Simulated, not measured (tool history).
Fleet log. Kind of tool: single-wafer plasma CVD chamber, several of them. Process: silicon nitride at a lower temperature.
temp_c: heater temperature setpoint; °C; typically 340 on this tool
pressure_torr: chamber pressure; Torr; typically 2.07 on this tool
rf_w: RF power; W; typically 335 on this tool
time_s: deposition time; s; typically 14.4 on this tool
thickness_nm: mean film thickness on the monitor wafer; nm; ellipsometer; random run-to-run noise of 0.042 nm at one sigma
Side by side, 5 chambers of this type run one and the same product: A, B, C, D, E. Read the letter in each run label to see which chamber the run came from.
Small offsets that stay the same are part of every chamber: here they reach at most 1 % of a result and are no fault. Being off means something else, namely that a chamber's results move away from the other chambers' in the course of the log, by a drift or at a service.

run,hour,temp_c,pressure_torr,rf_w,time_s,"read-back reference wafer on the same gauge, thickness_nm",thickness_nm
1D,16.2,340,2.07,335,14.4,23.2,19.535
2C,32.5,340,2.07,335,14.4,23.207,19.412
3B,41,340,2.07,335,14.4,23.206,19.643
4A,56.2,340,2.07,335,14.4,23.207,19.545
5E,67.4,340,2.07,335,14.4,23.198,19.637
6C,83.5,340,2.07,335,14.4,23.196,19.403
7D,97.3,340,2.07,335,14.4,23.201,19.429
8A,108.7,340,2.49,280,14.4,23.193,18.239
9B,117.5,340,2.49,280,14.4,23.204,18.373
10E,131.2,340,2.49,280,14.4,23.2,18.193
11E,139.4,340,2.49,280,14.4,23.202,18.224
# hour 153.8: chamber A: capacitance manometer re-zeroed and calibrated
12C,155.7,340,2.49,280,14.4,23.211,18.079
13A,163,340,2.07,335,14.4,23.197,19.547
14B,179.2,346,2.07,335,17,23.198,23.19
15D,188.3,346,2.07,335,17,23.215,22.898
16B,202.2,346,2.07,335,17,23.199,23.184
17D,211.5,346,2.07,335,17,23.191,22.913
18C,221.6,346,2.07,335,17,23.202,22.9
# hour 228: chamber E: capacitance manometer re-zeroed and calibrated
19E,238,340,2.07,335,14.4,23.2,19.636
20A,252.5,340,2.07,400,14.4,23.211,21.934
21E,260.8,340,2.07,400,14.4,23.217,21.973
22C,276.2,340,2.07,400,14.4,23.207,21.78
23D,288.3,340,2.07,400,14.4,23.196,21.886
24B,299.9,340,2.07,400,14.4,23.204,22.053
25A,315.4,340,2.07,335,14.4,23.198,19.491
26A,325,340,2.07,335,14.4,23.181,19.537
27C,341.1,340,2.07,335,14.4,23.209,19.444
28B,351.8,352,2.07,335,16.5,23.193,22.543
29E,365.5,352,2.07,335,16.5,23.195,22.432
30D,380.2,352,2.07,335,16.5,23.179,22.198
31D,395.6,352,2.07,335,16.5,23.21,22.275
32C,409,352,2.07,335,16.5,23.207,22.193
33A,424.9,340,2.07,335,14.4,23.191,19.479
34B,433.1,340,2.07,335,14.4,23.186,19.769
35E,444.9,340,2.07,335,14.4,23.198,19.588

Predict what each chamber gives when all 5 of them run the settings below next.
36A,456.7,340,2.07,335,14.4,,?
36B,456.7,340,2.07,335,14.4,,?
36C,456.7,340,2.07,335,14.4,,?
36D,456.7,340,2.07,335,14.4,,?
36E,456.7,340,2.07,335,14.4,,?

run,thickness_nm
36A,19.472
36B,19.638
36C,19.486
36D,19.408
36E,19.65

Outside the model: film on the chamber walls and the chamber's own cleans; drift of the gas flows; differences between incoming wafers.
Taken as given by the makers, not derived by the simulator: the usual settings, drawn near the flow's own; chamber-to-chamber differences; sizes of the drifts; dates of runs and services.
